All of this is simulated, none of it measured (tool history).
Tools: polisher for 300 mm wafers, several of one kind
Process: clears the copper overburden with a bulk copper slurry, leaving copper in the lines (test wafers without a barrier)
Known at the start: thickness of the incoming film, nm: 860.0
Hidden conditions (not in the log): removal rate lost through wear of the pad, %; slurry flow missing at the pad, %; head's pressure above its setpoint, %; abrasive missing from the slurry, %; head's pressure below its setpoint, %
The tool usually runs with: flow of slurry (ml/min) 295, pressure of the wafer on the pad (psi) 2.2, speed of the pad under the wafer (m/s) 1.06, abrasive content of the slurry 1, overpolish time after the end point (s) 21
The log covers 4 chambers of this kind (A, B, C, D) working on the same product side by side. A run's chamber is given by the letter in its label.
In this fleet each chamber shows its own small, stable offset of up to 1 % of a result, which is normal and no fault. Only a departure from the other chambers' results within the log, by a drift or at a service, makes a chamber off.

run   hour  flow of slurry (ml/min)  pressure of the wafer on the pad (psi)  speed of the pad under the wafer (m/s)  abrasive content of the slurry  overpolish time after the end point (s)  wafers polished on this pad  hours since the slurry nozzle was cleaned  hours since the head pressure was calibrated  hours since the slurry blender was calibrated  time until the end point was called (s)  dishing of a wide line in a test structure (Å)
 1C    9.7                      295                                     2.2                                    1.06                               1                                       21                          570                                       17.3                                          64.0                                          343.2                                   140.64                                          628.94
      10.4  -- chamber C: slurry blender recalibrated
      14.3  -- chamber C: worn pad replaced by a new one
 2D   15.8                      295                                     2.2                                    1.06                               1                                       21                          531                                      763.9                                         890.3                                          147.4                                   140.30                                          631.64
 3B   24.9                      295                                     2.2                                    1.06                               1                                       21                          812                                      386.1                                          79.8                                          149.8                                   138.28                                          636.28
 4A   33.3                      295                                     2.2                                    1.06                               1                                       21                         1015                                      157.0                                         242.5                                          187.1                                   140.54                                          617.29
 5D   39.5                      295                                     2.2                                    1.06                               1                                       21                          666                                      787.6                                         914.0                                          171.1                                   137.46                                          614.16
      41.7  -- chamber B: worn pad replaced by a new one
 6B   46.8                      295                                     2.2                                    1.06                               1                                       21                           29                                      408.0                                         101.7                                          171.7                                   138.45                                          635.57
 7A   52.3                      295                                     2.2                                    1.06                               1                                       21                         1123                                      176.0                                         261.5                                          206.1                                   137.33                                          613.63
 8C   59.4                      295                                     2.2                                    1.06                               1                                       21                          257                                       67.0                                         113.7                                           49.0                                   136.77                                          619.94
 9A   69.5                      295                                     2.2                                    1.06                               1                                       21                         1221                                      193.2                                         278.7                                          223.3                                   137.71                                          616.80
10C   76.8                      295                                     2.2                                    1.06                               1                                       21                          356                                       84.4                                         131.1                                           66.4                                   139.20                                          620.10
      85.0  -- chamber A: worn pad replaced by a new one
11B   86.8                      295                                     2.8                                    1.06                               1                                       21                          257                                      448.0                                         141.7                                          211.7                                   107.77                                          735.76
12D   95.4                      295                                     2.8                                    1.06                               1                                       21                          985                                      843.5                                         969.9                                          227.0                                   108.75                                          742.05
      96.2  -- chamber C: worn pad replaced by a new one
13B  103.5                      295                                     2.8                                    1.06                               1                                       21                          352                                      464.7                                         158.4                                          228.4                                   109.82                                          742.16
14C  108.7                      295                                     2.8                                    1.06                               1                                       21                           71                                      116.3                                         163.0                                           98.3                                   108.38                                          731.01
     112.0  -- chamber D: slurry nozzle cleaned
     113.3  -- chamber D: slurry blender recalibrated
15A  118.0                      295                                     2.2                                    1.06                               1                                       21                          188                                      241.7                                         327.2                                          271.8                                   138.34                                          616.57
16D  124.0                      295                                     2.2                                    1.06                               1                                       21                         1148                                       12.1                                         998.5                                           10.8                                   143.41                                          623.71
17A  132.2                      295                                     2.2                                    1.06                               1                                       21                          269                                      255.9                                         341.4                                          286.0                                   135.61                                          626.81
     136.5  -- chamber D: worn pad replaced by a new one
18D  140.9                      295                                     2.2                                    1.06                               1                                       21                           25                                       29.0                                        1015.4                                           27.7                                   136.08                                          610.62
19C  148.5                      295                                     2.2                                    1.06                               1                                       21                          298                                      156.1                                         202.8                                          138.1                                   136.74                                          627.79
20B  158.6                      295                                     2.2                                    1.06                               1                                       21                          666                                      519.8                                         213.5                                          283.5                                   140.00                                          626.42
21C  163.3                      295                                     2.2                                    1.06                               1                                       21                          382                                      170.9                                         217.6                                          152.9                                   140.51                                          626.87
22A  169.9                      295                                     2.2                                    1.06                               1                                       21                          484                                      293.6                                         379.1                                          323.7                                   137.39                                          623.40
     172.7  -- chamber A: slurry blender recalibrated
23B  177.9                      295                                     2.2                                    1.06                               1                                       21                          776                                      539.1                                         232.8                                          302.8                                   141.64                                          621.41
24D  186.5                      295                                     2.2                                    1.06                               1                                       21                          285                                       74.6                                        1061.0                                           73.3                                   140.28                                          619.90
25A  191.3                      225                                     2.2                                    1.34                               1                                       21                          606                                      315.0                                         400.5                                           18.6                                   110.51                                          692.34
     191.4  -- chamber B: worn pad replaced by a new one
     197.5  -- chamber C: worn pad replaced by a new one
26C  198.5                      225                                     2.2                                    1.34                               1                                       21                            5                                      206.1                                         252.8                                          188.1                                   111.71                                          679.21
27D  208.1                      225                                     2.2                                    1.34                               1                                       21                          408                                       96.2                                        1082.6                                           94.9                                   110.69                                          691.96
28B  212.7                      225                                     2.2                                    1.34                               1                                       21                          121                                      573.9                                         267.6                                          337.6                                   116.01                                          669.29
29D  220.3                      295                                     2.2                                    1.06                               1                                       21                          477                                      108.4                                        1094.8                                          107.1                                   138.08                                          627.07
30A  226.8                      295                                     2.2                                    1.06                               1                                       21                          808                                      350.5                                         436.0                                           54.1                                   136.85                                          624.59
31B  233.7                      295                                     2.2                                    1.06                               1                                       21                          241                                      594.9                                         288.6                                          358.6                                   149.64                                          610.11
32C  240.0                      295                                     2.2                                    1.06                               1                                       21                          242                                      247.6                                         294.3                                          229.6                                   138.03                                          621.04
33D  247.4                      295                                     2.2                                    1.06                               1                                       21                          632                                      135.5                                        1121.9                                          134.2                                   137.49                                          628.97
34A  251.9                      295                                     2.2                                    1.06                               1                                       21                          951                                      375.6                                         461.1                                           79.2                                   136.60                                          637.60
35B  258.7                      210                                     2.2                                    1.06                               1                                       25                          384                                      619.9                                         313.6                                          383.6                                   151.79                                          661.18

Decide between three cases: one chamber stands off from its peers, the gauge reading all wafers drifts, or nothing is wrong past each chamber's small offset. Where a chamber is off, say which and what most likely put it there.

Little by little, chamber B moves away from the other chambers.
Most likely cause: abrasive missing from the slurry, % = 31.8.
It could be hard to tell apart here from: head's pressure below its setpoint, %.

Below are 4 candidate recipes for chamber B's next run, each the usual settings with a change, their results shown as question marks. Which of them brings B's results back in line with what the other chambers give on the usual settings?
In-line tolerance around the mean of the other chambers on the usual settings: time until the end point was called (s) 6.80; dishing of a wide line in a test structure (Å) 23.00
36B-1  266.1                      295                                     2.3                                    1.10                               1                                       21                                                                                                                                                                                                             ?                                               ?
36B-2  266.1                      295                                     2.0                                    0.96                               1                                       22                                                                                                                                                                                                             ?                                               ?
36B-3  266.1                      295                                     2.4                                    1.16                               1                                       20                                                                                                                                                                                                             ?                                               ?
36B-4  266.1                      295                                     2.1                                    1.02                               1                                       22                                                                                                                                                                                                             ?                                               ?

On the usual settings, the other chambers give on average: time until the end point was called (s) 138.27; dishing of a wide line in a test structure (Å) 624.34
  run  time until the end point was called (s)  dishing of a wide line in a test structure (Å)
36B-1                                   137.67                                          629.00
36B-2                                   181.47                                          539.65
36B-3                                   125.10                                          649.54
36B-4                                   162.64                                          579.77
It is 36B-1 that realigns the chamber with its peers.
